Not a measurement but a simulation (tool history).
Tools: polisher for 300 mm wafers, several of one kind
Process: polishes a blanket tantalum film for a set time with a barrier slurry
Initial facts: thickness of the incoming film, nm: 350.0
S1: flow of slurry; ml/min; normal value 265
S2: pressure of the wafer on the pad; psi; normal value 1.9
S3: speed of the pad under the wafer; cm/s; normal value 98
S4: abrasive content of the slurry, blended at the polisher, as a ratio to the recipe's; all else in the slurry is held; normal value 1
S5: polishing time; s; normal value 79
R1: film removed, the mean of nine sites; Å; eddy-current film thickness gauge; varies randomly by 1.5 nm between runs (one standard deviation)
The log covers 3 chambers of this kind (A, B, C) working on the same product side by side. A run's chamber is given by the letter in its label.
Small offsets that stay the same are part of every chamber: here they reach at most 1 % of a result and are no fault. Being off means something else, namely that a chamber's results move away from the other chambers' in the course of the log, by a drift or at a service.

run,day,S1,S2,S3,S4,S5,R1
1C,0.229,265,1.9,98,1,79,1072.4
2B,0.375,265,1.9,98,1,79,1078.2
3A,0.525,265,1.9,98,1,79,1088
4A,0.679,265,1.9,98,1,79,1070.6
5B,0.788,265,1.9,98,1,79,1074.7
6C,0.967,265,1.9,98,1,79,1073.3
# day 1.104: chamber C: slurry nozzle cleaned
7B,1.146,265,1.9,98,1,79,1070.1
8A,1.3,265,1.9,98,1,79,1072
# day 1.396: chamber A: worn pad replaced by a new one
9C,1.496,265,1.9,98,1,79,1025.6
10A,1.6,265,1.9,98,1,79,1079.1
11C,1.717,265,1.9,98,1,79,1046.5
12B,1.921,265,1.9,98,1,79,1080.4
13C,2.054,210,1.3,98,1,79,682.51
14A,2.162,210,1.3,98,1,79,698.86
15B,2.312,210,1.3,98,1,79,704.8
16A,2.525,265,1.9,98,1,79,1081.1
17B,2.704,265,1.9,98,1,79,1075.2
18C,2.867,215,1.9,86,1,79,817.47
19B,3.05,215,1.9,86,1,79,899.12
20A,3.208,215,1.9,86,1,79,921.29

Decide between three cases: one chamber stands off from its peers, the gauge reading all wafers drifts, or nothing is wrong past each chamber's small offset. Where a chamber is off, say which and what most likely put it there.

Chamber C drifts away from the others.
What lies behind it: abrasive missing from the slurry, % = 33.7.
The log may not tell that from: removal rate lost through wear of the pad, %; head's pressure below its setpoint, %.

Which of the 4 candidates below, each the usual settings with something changed and its results left as question marks, puts chamber C back in line with what the other chambers give on the usual settings?
In line here means within this much of the mean the other chambers give on the usual settings: R1 53 Å
21C-1,3.375,265,2,102,1,83,?
21C-2,3.375,265,1.8,94,1,75,?
21C-3,3.375,265,1.9,98,1,75,?
21C-4,3.375,265,1.9,102,1,79,?

On the usual settings, the other chambers give on average: R1 1076.8 Å
run,R1
21C-1,1071.5
21C-2,802.31
21C-3,883.34
21C-4,968.62
Change 21C-1 lands the chamber within the allowed miss of the other chambers.
